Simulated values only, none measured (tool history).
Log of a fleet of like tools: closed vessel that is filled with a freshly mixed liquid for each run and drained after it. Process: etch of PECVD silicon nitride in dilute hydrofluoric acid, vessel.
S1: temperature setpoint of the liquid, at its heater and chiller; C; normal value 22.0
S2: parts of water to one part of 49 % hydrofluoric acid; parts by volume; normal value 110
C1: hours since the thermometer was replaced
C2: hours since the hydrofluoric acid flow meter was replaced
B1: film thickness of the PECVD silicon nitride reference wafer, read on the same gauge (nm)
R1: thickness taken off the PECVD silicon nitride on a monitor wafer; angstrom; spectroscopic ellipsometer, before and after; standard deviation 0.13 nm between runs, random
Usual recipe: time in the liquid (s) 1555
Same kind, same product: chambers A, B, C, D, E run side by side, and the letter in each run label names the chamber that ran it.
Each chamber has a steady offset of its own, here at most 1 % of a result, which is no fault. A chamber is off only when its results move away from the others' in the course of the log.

run 1D hour=6.3 | S1=22.0 S2=110 time_in_the_liquid_(s)=1555 | C1=1179.3 C2=115.0 | B1=150.02 | R1=211.50
run 2B hour=13.9 | S1=22.0 S2=110 time_in_the_liquid_(s)=1555 | C1=430.6 C2=936.7 | B1=149.99 | R1=211.60
run 3E hour=22.2 | S1=22.0 S2=110 time_in_the_liquid_(s)=1555 | C1=1753.4 C2=1479.5 | B1=150.02 | R1=211.04
run 4C hour=33.5 | S1=22.0 S2=110 time_in_the_liquid_(s)=1555 | C1=92.1 C2=1573.6 | B1=149.99 | R1=211.16
run 5A hour=45.9 | S1=22.0 S2=110 time_in_the_liquid_(s)=1555 | C1=238.6 C2=752.4 | B1=149.98 | R1=211.21
run 6B hour=52.9 | S1=22.0 S2=110 time_in_the_liquid_(s)=1555 | C1=469.6 C2=975.7 | B1=149.99 | R1=211.71
run 7E hour=61.6 | S1=22.0 S2=110 time_in_the_liquid_(s)=1555 | C1=1792.8 C2=1518.9 | B1=149.99 | R1=212.87
run 8C hour=69.8 | S1=22.0 S2=110 time_in_the_liquid_(s)=1555 | C1=128.4 C2=1609.9 | B1=150.03 | R1=210.46
run 9A hour=81.2 | S1=24.5 S2=110 time_in_the_liquid_(s)=875 | C1=273.9 C2=787.7 | B1=149.99 | R1=140.63
-- hour=84.7 chamber D: thermometer replaced
run 10D hour=93.1 | S1=24.5 S2=110 time_in_the_liquid_(s)=875 | C1=8.4 C2=201.8 | B1=149.99 | R1=139.61
run 11D hour=102.3 | S1=24.5 S2=110 time_in_the_liquid_(s)=875 | C1=17.6 C2=211.0 | B1=150.01 | R1=140.31
-- hour=106.5 chamber E: thermometer replaced
run 12A hour=115.1 | S1=24.5 S2=110 time_in_the_liquid_(s)=875 | C1=307.8 C2=821.6 | B1=150.03 | R1=142.10
run 13C hour=125.3 | S1=24.5 S2=110 time_in_the_liquid_(s)=875 | C1=183.9 C2=1665.4 | B1=149.97 | R1=140.97
run 14E hour=131.5 | S1=22.0 S2=110 time_in_the_liquid_(s)=1555 | C1=25.0 C2=1588.8 | B1=150.00 | R1=213.27
run 15B hour=141.5 | S1=22.0 S2=110 time_in_the_liquid_(s)=1555 | C1=558.2 C2=1064.3 | B1=150.02 | R1=213.24
run 16D hour=149.8 | S1=22.0 S2=110 time_in_the_liquid_(s)=1555 | C1=65.1 C2=258.5 | B1=150.01 | R1=213.67
run 17E hour=163.2 | S1=22.0 S2=110 time_in_the_liquid_(s)=1555 | C1=56.7 C2=1620.5 | B1=149.99 | R1=211.53
run 18C hour=175.7 | S1=22.0 S2=110 time_in_the_liquid_(s)=1555 | C1=234.3 C2=1715.8 | B1=149.99 | R1=212.95
run 19B hour=188.7 | S1=22.0 S2=110 time_in_the_liquid_(s)=1555 | C1=605.4 C2=1111.5 | B1=150.01 | R1=214.70
run 20A hour=197.5 | S1=22.0 S2=110 time_in_the_liquid_(s)=1555 | C1=390.2 C2=904.0 | B1=149.99 | R1=215.78
run 21C hour=210.2 | S1=22.0 S2=110 time_in_the_liquid_(s)=1555 | C1=268.8 C2=1750.3 | B1=149.99 | R1=210.79
run 22E hour=222.4 | S1=22.0 S2=110 time_in_the_liquid_(s)=1555 | C1=115.9 C2=1679.7 | B1=150.02 | R1=212.40
run 23D hour=234.7 | S1=22.0 S2=110 time_in_the_liquid_(s)=1555 | C1=150.0 C2=343.4 | B1=150.01 | R1=212.12
run 24A hour=246.3 | S1=22.0 S2=110 time_in_the_liquid_(s)=1555 | C1=439.0 C2=952.8 | B1=149.98 | R1=212.79
-- hour=249.7 chamber B: hydrofluoric acid flow meter replaced
run 25B hour=256.6 | S1=22.0 S2=110 time_in_the_liquid_(s)=1555 | C1=673.3 C2=6.9 | B1=150.02 | R1=217.87
run 26B hour=265.6 | S1=22.0 S2=110 time_in_the_liquid_(s)=1555 | C1=682.3 C2=15.9 | B1=150.06 | R1=219.73
run 27C hour=279.1 | S1=22.0 S2=110 time_in_the_liquid_(s)=1555 | C1=337.7 C2=1819.2 | B1=150.00 | R1=212.32
run 28D hour=291.5 | S1=22.0 S2=110 time_in_the_liquid_(s)=1555 | C1=206.8 C2=400.2 | B1=150.01 | R1=210.37
run 29E hour=304.6 | S1=22.0 S2=85 time_in_the_liquid_(s)=1555 | C1=198.1 C2=1761.9 | B1=149.98 | R1=273.95
run 30A hour=318.1 | S1=22.0 S2=85 time_in_the_liquid_(s)=1555 | C1=510.8 C2=1024.6 | B1=150.01 | R1=271.40
run 31A hour=331.1 | S1=22.0 S2=85 time_in_the_liquid_(s)=1555 | C1=523.8 C2=1037.6 | B1=150.04 | R1=275.98
run 32C hour=340.5 | S1=22.0 S2=85 time_in_the_liquid_(s)=1555 | C1=399.1 C2=1880.6 | B1=149.97 | R1=268.63
run 33D hour=346.6 | S1=22.0 S2=85 time_in_the_liquid_(s)=1555 | C1=261.9 C2=455.3 | B1=150.05 | R1=275.28
run 34B hour=353.8 | S1=22.0 S2=110 time_in_the_liquid_(s)=1555 | C1=770.5 C2=104.1 | B1=149.97 | R1=224.36
run 35E hour=364.5 | S1=22.0 S2=110 time_in_the_liquid_(s)=1555 | C1=258.0 C2=1821.8 | B1=150.01 | R1=211.72
run 36E hour=370.7 | S1=22.0 S2=110 time_in_the_liquid_(s)=1555 | C1=264.2 C2=1828.0 | B1=150.02 | R1=209.74
run 37B hour=384.7 | S1=22.0 S2=110 time_in_the_liquid_(s)=1555 | C1=801.4 C2=135.0 | B1=149.97 | R1=227.69

Read the log: is a single chamber off, either drifting away or since a service, is the gauge that measures every chamber drifting, or is nothing wrong beyond small per-chamber offsets? Name any odd chamber and what most likely caused it.

One chamber, B, drifts off from the rest bit by bit.
Cause: liquid hotter than its thermometer reads (K) = 1.16.

Here are 4 candidates for chamber B's next run, each the usual settings with a change, their results left as question marks. Which one brings its results back in line with what the others give on the usual settings?
In-line tolerance around the mean of the other chambers on the usual settings: R1 4.60 angstrom
run 38B-1 hour=394.9 | S1=22.5 S2=105 time_in_the_liquid_(s)=1555 | R1=?
run 38B-2 hour=394.9 | S1=22.0 S2=110 time_in_the_liquid_(s)=1530 | R1=?
run 38B-3 hour=394.9 | S1=22.5 S2=110 time_in_the_liquid_(s)=1555 | R1=?
run 38B-4 hour=394.9 | S1=22.0 S2=115 time_in_the_liquid_(s)=1500 | R1=?

Usual-settings mean across the other chambers: R1 211.95 angstrom
run=38B-1 R1=245.89
run=38B-2 R1=223.74
run=38B-3 R1=234.86
run=38B-4 R1=209.95
38B-4 is the one that brings the chamber's results back in line with the other chambers.
